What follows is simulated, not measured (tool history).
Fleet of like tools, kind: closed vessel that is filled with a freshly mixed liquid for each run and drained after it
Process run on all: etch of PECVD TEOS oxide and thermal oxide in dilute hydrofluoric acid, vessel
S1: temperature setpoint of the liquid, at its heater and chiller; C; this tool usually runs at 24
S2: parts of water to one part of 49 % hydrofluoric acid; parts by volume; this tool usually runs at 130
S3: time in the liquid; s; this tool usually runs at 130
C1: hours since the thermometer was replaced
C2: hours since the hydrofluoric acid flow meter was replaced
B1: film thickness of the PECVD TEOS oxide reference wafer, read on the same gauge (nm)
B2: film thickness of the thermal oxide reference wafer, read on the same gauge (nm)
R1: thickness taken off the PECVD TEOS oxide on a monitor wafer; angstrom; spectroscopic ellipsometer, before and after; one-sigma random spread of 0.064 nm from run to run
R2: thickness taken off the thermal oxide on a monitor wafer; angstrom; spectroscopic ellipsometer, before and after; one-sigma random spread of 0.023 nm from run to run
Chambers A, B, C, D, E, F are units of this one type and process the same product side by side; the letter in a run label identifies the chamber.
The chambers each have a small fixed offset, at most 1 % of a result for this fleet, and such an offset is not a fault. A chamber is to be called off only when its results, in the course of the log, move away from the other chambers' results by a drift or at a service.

{"run": "1F", "hour": 10.2, "S1": 24, "S2": 130, "S3": 130, "C1": 317.2, "C2": 1103.4, "B1": 80.016, "B2": 139.99, "R1": 142.18, "R2": 46.178}
{"run": "2D", "hour": 20.1, "S1": 24, "S2": 130, "S3": 130, "C1": 1307.3, "C2": 632.1, "B1": 79.999, "B2": 140, "R1": 143.11, "R2": 45.786}
{"run": "3B", "hour": 26.6, "S1": 24, "S2": 130, "S3": 130, "C1": 780.1, "C2": 269.2, "B1": 80.033, "B2": 139.97, "R1": 141.53, "R2": 45.625}
{"run": "4E", "hour": 34.8, "S1": 24, "S2": 130, "S3": 130, "C1": 617.2, "C2": 526.6, "B1": 80.015, "B2": 139.98, "R1": 141.88, "R2": 46.032}
{"run": "5C", "hour": 41.0, "S1": 24, "S2": 170, "S3": 85, "C1": 140.9, "C2": 993.1, "B1": 79.973, "B2": 140.02, "R1": 67.825, "R2": 22.007}
{"run": "6A", "hour": 49.9, "S1": 24, "S2": 170, "S3": 85, "C1": 869.7, "C2": 721.3, "B1": 79.999, "B2": 140.01, "R1": 67.183, "R2": 21.721}
{"run": "7D", "hour": 60.5, "S1": 24, "S2": 170, "S3": 85, "C1": 1347.7, "C2": 672.5, "B1": 80.018, "B2": 140.04, "R1": 68.27, "R2": 22.039}
{"run": "8E", "hour": 68.6, "S1": 24, "S2": 170, "S3": 85, "C1": 651, "C2": 560.4, "B1": 79.995, "B2": 139.99, "R1": 67.648, "R2": 22.077}
{"run": "9C", "hour": 73.9, "S1": 24, "S2": 170, "S3": 85, "C1": 173.8, "C2": 1026, "B1": 79.986, "B2": 140, "R1": 67.612, "R2": 22.025}
{"run": "10B", "hour": 83.6, "S1": 24, "S2": 170, "S3": 85, "C1": 837.1, "C2": 326.2, "B1": 80.013, "B2": 140, "R1": 67.722, "R2": 21.825}
{"run": "11F", "hour": 90.2, "S1": 24, "S2": 130, "S3": 130, "C1": 397.2, "C2": 1183.4, "B1": 79.995, "B2": 140.03, "R1": 141.13, "R2": 46.259}
{"run": "12A", "hour": 97.2, "S1": 24, "S2": 130, "S3": 130, "C1": 917, "C2": 768.6, "B1": 79.998, "B2": 140.02, "R1": 140.58, "R2": 45.829}
{"run": "13F", "hour": 105.4, "S1": 24, "S2": 130, "S3": 130, "C1": 412.4, "C2": 1198.6, "B1": 80.009, "B2": 139.99, "R1": 141.72, "R2": 45.902}
{"run": "14A", "hour": 113.4, "S1": 20.5, "S2": 130, "S3": 85, "C1": 933.2, "C2": 784.8, "B1": 80.021, "B2": 140, "R1": 79.526, "R2": 26.169}
{"hour": 114.5, "done": "chamber B: thermometer replaced"}
{"run": "15B", "hour": 120.5, "S1": 20.5, "S2": 130, "S3": 85, "C1": 6.1, "C2": 363.1, "B1": 80.006, "B2": 139.96, "R1": 80.696, "R2": 26.055}
{"run": "16D", "hour": 131.2, "S1": 20.5, "S2": 130, "S3": 85, "C1": 1418.4, "C2": 743.2, "B1": 79.989, "B2": 140.01, "R1": 81.287, "R2": 26.207}
{"run": "17E", "hour": 139.6, "S1": 20.5, "S2": 130, "S3": 85, "C1": 722, "C2": 631.4, "B1": 79.983, "B2": 139.99, "R1": 80.315, "R2": 26.135}
{"hour": 142.5, "done": "chamber E: thermometer replaced"}
{"run": "18C", "hour": 146.1, "S1": 20.5, "S2": 130, "S3": 85, "C1": 246, "C2": 1098.2, "B1": 79.999, "B2": 140.01, "R1": 81.296, "R2": 26.249}
{"run": "19B", "hour": 152.8, "S1": 20.5, "S2": 130, "S3": 85, "C1": 38.4, "C2": 395.4, "B1": 79.989, "B2": 139.99, "R1": 81.032, "R2": 26.107}
{"run": "20C", "hour": 163.6, "S1": 24, "S2": 130, "S3": 130, "C1": 263.5, "C2": 1115.7, "B1": 80.004, "B2": 140.04, "R1": 141.46, "R2": 46.314}
{"run": "21E", "hour": 170.9, "S1": 24, "S2": 130, "S3": 130, "C1": 28.5, "C2": 662.7, "B1": 79.993, "B2": 139.98, "R1": 141.07, "R2": 46.101}
{"run": "22D", "hour": 177.1, "S1": 24, "S2": 130, "S3": 130, "C1": 1464.3, "C2": 789.1, "B1": 80.013, "B2": 139.99, "R1": 142.59, "R2": 45.49}
{"run": "23F", "hour": 183.3, "S1": 24, "S2": 130, "S3": 130, "C1": 490.3, "C2": 1276.5, "B1": 80.004, "B2": 140.03, "R1": 141, "R2": 46.444}
{"run": "24A", "hour": 192.7, "S1": 24, "S2": 130, "S3": 130, "C1": 1012.5, "C2": 864.1, "B1": 79.991, "B2": 139.98, "R1": 140.44, "R2": 45.523}
{"run": "25C", "hour": 200.1, "S1": 24, "S2": 85, "S3": 130, "C1": 300, "C2": 1152.2, "B1": 80.005, "B2": 139.98, "R1": 226.22, "R2": 73.785}
{"run": "26A", "hour": 205.6, "S1": 24, "S2": 85, "S3": 130, "C1": 1025.4, "C2": 877, "B1": 79.975, "B2": 140.02, "R1": 229.16, "R2": 74.667}
{"run": "27B", "hour": 215.1, "S1": 24, "S2": 85, "S3": 130, "C1": 100.7, "C2": 457.7, "B1": 80.011, "B2": 140.02, "R1": 229.63, "R2": 74.095}
{"run": "28F", "hour": 224.2, "S1": 24, "S2": 85, "S3": 130, "C1": 531.2, "C2": 1317.4, "B1": 79.983, "B2": 140, "R1": 230.08, "R2": 74.717}
{"run": "29D", "hour": 232.8, "S1": 24, "S2": 85, "S3": 130, "C1": 1520, "C2": 844.8, "B1": 80.007, "B2": 140.01, "R1": 228.49, "R2": 74.255}
{"run": "30E", "hour": 237.7, "S1": 24, "S2": 85, "S3": 130, "C1": 95.3, "C2": 729.5, "B1": 80.003, "B2": 140, "R1": 228.66, "R2": 73.73}
{"run": "31A", "hour": 242.8, "S1": 19.5, "S2": 130, "S3": 65, "C1": 1062.6, "C2": 914.2, "B1": 79.991, "B2": 140.03, "R1": 58.857, "R2": 19.148}
{"run": "32F", "hour": 248.4, "S1": 19.5, "S2": 130, "S3": 65, "C1": 555.4, "C2": 1341.6, "B1": 80.03, "B2": 140.03, "R1": 58.833, "R2": 19.391}
{"run": "33C", "hour": 253.2, "S1": 19.5, "S2": 130, "S3": 65, "C1": 353.1, "C2": 1205.3, "B1": 79.989, "B2": 139.99, "R1": 59.41, "R2": 19.252}
{"run": "34E", "hour": 262.2, "S1": 19.5, "S2": 130, "S3": 65, "C1": 119.8, "C2": 754, "B1": 80.012, "B2": 139.98, "R1": 58.973, "R2": 19.196}
{"run": "35D", "hour": 267.2, "S1": 19.5, "S2": 130, "S3": 65, "C1": 1554.4, "C2": 879.2, "B1": 79.995, "B2": 139.98, "R1": 59.7, "R2": 19.04}
{"run": "36B", "hour": 273.0, "S1": 19.5, "S2": 130, "S3": 65, "C1": 158.6, "C2": 515.6, "B1": 80.006, "B2": 139.98, "R1": 58.954, "R2": 19.106}
{"run": "37C", "hour": 281.4, "S1": 24, "S2": 130, "S3": 130, "C1": 381.3, "C2": 1233.5, "B1": 80.019, "B2": 140.02, "R1": 141.07, "R2": 46.187}

What goes on in this fleet: one chamber off, a drifting gauge, or nothing beyond the chambers' own small offsets? Name the chamber and the cause, if any.

No chamber stands off beyond its own small offset, and the gauge holds steady.

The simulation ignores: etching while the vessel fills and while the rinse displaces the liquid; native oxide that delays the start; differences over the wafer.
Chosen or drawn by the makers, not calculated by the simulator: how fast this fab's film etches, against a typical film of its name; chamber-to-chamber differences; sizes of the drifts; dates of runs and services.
